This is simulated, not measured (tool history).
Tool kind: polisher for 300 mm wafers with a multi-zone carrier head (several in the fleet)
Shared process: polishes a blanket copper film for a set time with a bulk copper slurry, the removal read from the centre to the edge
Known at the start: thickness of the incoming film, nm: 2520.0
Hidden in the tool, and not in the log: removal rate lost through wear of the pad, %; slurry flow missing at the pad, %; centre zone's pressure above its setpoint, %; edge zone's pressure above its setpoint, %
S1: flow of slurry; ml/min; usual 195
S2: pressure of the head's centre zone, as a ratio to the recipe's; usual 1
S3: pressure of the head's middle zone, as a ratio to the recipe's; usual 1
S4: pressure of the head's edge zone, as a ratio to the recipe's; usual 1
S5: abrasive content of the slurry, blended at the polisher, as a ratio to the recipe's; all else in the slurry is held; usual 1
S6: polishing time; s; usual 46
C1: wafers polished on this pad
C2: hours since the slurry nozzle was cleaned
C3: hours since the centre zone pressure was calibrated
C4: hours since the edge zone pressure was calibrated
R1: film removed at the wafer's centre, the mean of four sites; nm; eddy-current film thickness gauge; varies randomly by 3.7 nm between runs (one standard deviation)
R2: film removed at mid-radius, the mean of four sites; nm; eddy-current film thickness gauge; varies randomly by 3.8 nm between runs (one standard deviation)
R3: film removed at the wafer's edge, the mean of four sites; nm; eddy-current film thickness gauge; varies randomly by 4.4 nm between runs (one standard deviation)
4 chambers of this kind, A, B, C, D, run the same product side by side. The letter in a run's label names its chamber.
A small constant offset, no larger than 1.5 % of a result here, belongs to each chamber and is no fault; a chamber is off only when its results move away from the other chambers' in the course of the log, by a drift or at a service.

run   hour   S1    S2    S3    S4  S5  S6    C1     C2      C3      C4      R1      R2      R3
 1C    7.3  195     1     1     1   1  46   409  227.7   431.1   216.2  347.52  351.46  346.36
      13.2  -- chamber D: worn pad replaced by a new one
 2D   16.9  195     1     1     1   1  46    61  419.5   492.8   386.5  344.93  351.55  346.15
      22.3  -- chamber A: worn pad replaced by a new one
 3A   27.1  195     1     1     1   1  46    80  200.2  1055.9   664.9  353.33  349.75  346.29
      35.9  -- chamber B: slurry nozzle cleaned
 4B   39.5  195     1     1     1   1  46  1366    3.7   735.3     715   358.1   347.3  344.24
 5C   49.7  195     1     1     1   1  46  1107  270.1   473.5   258.6  355.65  355.34  356.47
      55.1  -- chamber C: worn pad replaced by a new one
 6A   60.5  195     1     1     1   1  46   630  233.6  1089.3   698.3  347.09   348.7     353
      63.1  -- chamber C: slurry nozzle cleaned
 7D   73.4  195     1     1     1   1  46   991    476   549.3     443  342.96  349.69     353
        75  -- chamber D: worn pad replaced by a new one
      82.6  -- chamber A: slurry nozzle cleaned
 8B   84.6  195     1     1     1   1  46  2109   48.8   780.4   760.1  349.62  357.27   346.4
 9D     94  195     1     1     1   1  46   314  496.6   569.9   463.6  348.31  350.71  352.07
      95.7  -- chamber A: worn pad replaced by a new one
10B  105.6  195     1     1     1   1  46  2455   69.8   801.4   781.1  351.86  348.94  345.06
     114.7  -- chamber C: worn pad replaced by a new one
11A  118.3  195     1     1     1   1  46   372   35.7  1147.1   756.1   348.6  349.07   356.8
12C  130.6  195     1     1     1   1  46   261   67.5   554.4   339.5  356.13  347.49  354.31
13D  137.8  195     1     1     1   1  46  1035  540.4   613.7   507.4  348.27  347.01  345.46
14B  145.6  195     1     1     1   1  46  3113  109.8   841.4   821.1   351.5   335.9  338.37
     145.8  -- chamber D: worn pad replaced by a new one
     151.6  -- chamber A: edge zone pressure recalibrated
     153.5  -- chamber A: worn pad replaced by a new one
15A  157.1  195     1     1     1   1  46    60   74.5  1185.9     5.5  351.07  345.91  349.36
16C    167  195     1     1     1   1  46   861  103.9   590.8   375.9  348.39  352.42     359
       177  -- chamber C: worn pad replaced by a new one
17D  178.8  235     1  0.91     1   1  46   544  581.4   654.7   548.4  360.37  326.38  357.04
18A  184.8  235     1  0.91     1   1  46   516  102.2  1213.6    33.2  350.91  327.03  359.44
19B  195.9  235     1  0.91     1   1  46  3941  160.1   891.7   871.4  347.29  316.63  335.73
       204  -- chamber C: edge zone pressure recalibrated
     206.6  -- chamber C: centre zone pressure recalibrated
       207  -- chamber D: worn pad replaced by a new one
20C  208.4  235     1  0.91     1   1  46   517  145.3     1.9     4.5  368.15  326.82  357.69
     210.4  -- chamber A: worn pad replaced by a new one
21C  221.5  195     1     1     1   1  46   733  158.4      15    17.6  345.09  343.11  353.16
22B  234.2  195     1     1     1   1  46  4572  198.4     930   909.7  340.61   327.7  330.32
     238.5  -- chamber D: centre zone pressure recalibrated
23D    241  195     1     1     1   1  46   560  643.6     2.6   610.6  341.35  352.02  345.46
24A  247.8  195     1  1.05  1.08   1  46   615  165.2  1276.6    96.2  348.55     361  359.84
     248.8  -- chamber C: worn pad replaced by a new one
25C  254.9  195     1  1.05  1.08   1  46   101  191.8    48.4      51  351.04   370.5  366.19
26A  264.5  195     1  1.05  1.08   1  46   890  181.9  1293.3   112.9  345.76  368.01   362.1
27D  270.3  195     1  1.05  1.08   1  46  1042  672.9    31.9   639.9  345.82   366.4  363.18
     277.7  -- chamber D: worn pad replaced by a new one
28B  279.9  195     1     1     1   1  46  5324  244.1   975.7   955.4  321.12  315.89  323.19
     283.9  -- chamber A: worn pad replaced by a new one
29D    293  195     1     1     1   1  46   252  695.6    54.6   662.6  340.42  344.93   354.7
     293.5  -- chamber A: slurry nozzle cleaned
30B  300.8  195  1.09     1  1.07   1  46  5668    265   996.6   976.3  357.53  315.71  329.03
     306.7  -- chamber A: centre zone pressure recalibrated
31A  310.6  195  1.09     1  1.07   1  46   439   17.1     3.9     159  385.22  353.35  363.48
32C  317.8  195  1.09     1  1.07   1  46  1136  254.7   111.3   113.9  382.86  350.63   367.4
33B  325.6  195  1.09     1  1.07   1  46  6077  289.8  1021.4  1001.1  346.77  312.05  322.62

Next, every chamber runs the same settings. What will each give?
34A  335.2  195   1   1  0.9   1  46                   ?   ?   ?
34B  335.2  195   1   1  0.9   1  46                   ?   ?   ?
34C  335.2  195   1   1  0.9   1  46                   ?   ?   ?
34D  335.2  195   1   1  0.9   1  46                   ?   ?   ?

run      R1      R2      R3
34A  346.07  354.59  332.73
34B  323.55  314.88     297
34C  347.96  351.57  336.39
34D  339.52  345.15  329.32

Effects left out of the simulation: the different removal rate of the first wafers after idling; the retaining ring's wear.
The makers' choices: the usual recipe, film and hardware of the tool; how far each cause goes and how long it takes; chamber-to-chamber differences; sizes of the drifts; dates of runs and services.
